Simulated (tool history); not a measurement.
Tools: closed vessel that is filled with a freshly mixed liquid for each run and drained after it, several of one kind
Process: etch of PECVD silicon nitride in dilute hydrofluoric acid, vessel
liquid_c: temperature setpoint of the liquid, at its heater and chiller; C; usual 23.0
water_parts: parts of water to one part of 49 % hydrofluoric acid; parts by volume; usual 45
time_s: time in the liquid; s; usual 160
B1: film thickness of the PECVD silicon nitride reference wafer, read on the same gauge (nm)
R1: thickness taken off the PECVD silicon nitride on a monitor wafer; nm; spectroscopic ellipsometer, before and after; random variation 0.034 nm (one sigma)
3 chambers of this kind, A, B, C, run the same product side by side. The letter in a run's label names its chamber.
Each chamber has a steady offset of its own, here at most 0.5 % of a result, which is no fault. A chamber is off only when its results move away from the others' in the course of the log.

Run 1C, day 0.592: usual settings; B1 70.029. Result: R1 5.5600 nm.
Run 2A, day 1.162: usual settings; B1 69.992. Result: R1 5.5508 nm.
Run 3B, day 1.608: usual settings; B1 69.997. Result: R1 5.5397 nm.
Run 4C, day 2.225: usual settings; B1 69.980. Result: R1 5.5758 nm.
Run 5A, day 2.892: usual settings but liquid_c 18.5 C, water_parts 65 parts by volume; B1 70.012. Result: R1 2.8833 nm.
Run 6B, day 3.346: usual settings but liquid_c 18.5 C, water_parts 65 parts by volume; B1 69.979. Result: R1 2.8764 nm.
Run 7C, day 3.650: usual settings but liquid_c 18.5 C, water_parts 65 parts by volume; B1 70.016. Result: R1 2.8216 nm.
Run 8A, day 3.954: usual settings; B1 70.015. Result: R1 5.5499 nm.
Run 9B, day 4.558: usual settings but water_parts 35 parts by volume; B1 70.007. Result: R1 7.1298 nm.
Run 10B, day 5.196: usual settings but water_parts 35 parts by volume; B1 70.012. Result: R1 7.1320 nm.
At day 5.342: chamber A: hydrofluoric acid flow meter replaced.
Run 11C, day 5.667: usual settings but water_parts 35 parts by volume; B1 70.017. Result: R1 7.1653 nm.
Run 12A, day 6.046: usual settings; B1 69.969. Result: R1 5.5858 nm.
Run 13B, day 6.733: usual settings but liquid_c 25.0 C, water_parts 30 parts by volume; B1 70.012. Result: R1 9.4750 nm.
At day 7.100: chamber B: hydrofluoric acid flow meter replaced.
Run 14A, day 7.150: usual settings but liquid_c 25.0 C, water_parts 30 parts by volume; B1 69.987. Result: R1 9.4935 nm.
Run 15C, day 7.667: usual settings but liquid_c 25.0 C, water_parts 30 parts by volume; B1 70.010. Result: R1 9.6351 nm.
Run 16C, day 8.246: usual settings; B1 69.976. Result: R1 5.6008 nm.
Run 17A, day 8.833: usual settings; B1 70.005. Result: R1 5.5771 nm.
Run 18B, day 9.392: usual settings; B1 69.999. Result: R1 5.5362 nm.
Run 19C, day 9.846: usual settings; B1 70.011. Result: R1 5.6315 nm.
Run 20A, day 10.412: usual settings; B1 70.001. Result: R1 5.6005 nm.
Run 21B, day 10.712: usual settings; B1 70.008. Result: R1 5.6339 nm.
Run 22A, day 11.308: usual settings; B1 69.996. Result: R1 5.5828 nm.
Run 23C, day 11.938: usual settings; B1 70.000. Result: R1 5.6475 nm.
Run 24B, day 12.296: usual settings; B1 70.005. Result: R1 5.5350 nm.
Run 25C, day 12.921: usual settings; B1 70.012. Result: R1 5.6918 nm.
Run 26A, day 13.258: usual settings; B1 70.009. Result: R1 5.5876 nm.
Run 27B, day 13.621: usual settings; B1 70.014. Result: R1 5.5821 nm.
Run 28C, day 14.208: usual settings; B1 70.019. Result: R1 5.6282 nm.
Run 29A, day 14.725: usual settings; B1 69.959. Result: R1 5.5576 nm.
Run 30B, day 15.325: usual settings; B1 69.983. Result: R1 5.6415 nm.
Run 31B, day 15.962: usual settings; B1 69.998. Result: R1 5.6882 nm.
Run 32C, day 16.325: usual settings; B1 70.001. Result: R1 5.6874 nm.
Run 33A, day 16.950: usual settings; B1 69.990. Result: R1 5.5887 nm.
At day 17.229: chamber A: thermometer replaced.
Run 34B, day 17.608: usual settings; B1 70.025. Result: R1 5.6399 nm.
Run 35A, day 18.204: usual settings; B1 69.999. Result: R1 5.5681 nm.
Run 36C, day 18.867: usual settings; B1 70.021. Result: R1 5.7355 nm.
At day 19.179: chamber C: hydrofluoric acid flow meter replaced.
Run 37C, day 19.546: usual settings; B1 70.032. Result: R1 5.7386 nm.

Is one chamber off against the others, does the gauge drift, or is nothing wrong? If a chamber is off, say which, and what the likeliest cause is.

Chamber C drifts away from the others.
Cause: liquid hotter than its thermometer reads (K) = 0.545.

Here are 4 candidates for chamber C's next run, each the usual settings with a change, their results left as question marks. Which one brings its results back in line with what the others give on the usual settings?
In line means no further than this from the other chambers' mean on the usual settings: R1 0.1200 nm
Run 38C-1, day 20.042: usual settings but time_s 155 s. Result: R1 ?.
Run 38C-2, day 20.042: usual settings but liquid_c 24.0 C. Result: R1 ?.
Run 38C-3, day 20.042: usual settings but liquid_c 23.5 C. Result: R1 ?.
Run 38C-4, day 20.042: usual settings but liquid_c 22.0 C. Result: R1 ?.

The other chambers' mean on the usual settings: R1 5.5863 nm
  run      R1
38C-1  5.5960
38C-2  6.1887
38C-3  5.9794
38C-4  5.3926
38C-1 brings the chamber back in line.

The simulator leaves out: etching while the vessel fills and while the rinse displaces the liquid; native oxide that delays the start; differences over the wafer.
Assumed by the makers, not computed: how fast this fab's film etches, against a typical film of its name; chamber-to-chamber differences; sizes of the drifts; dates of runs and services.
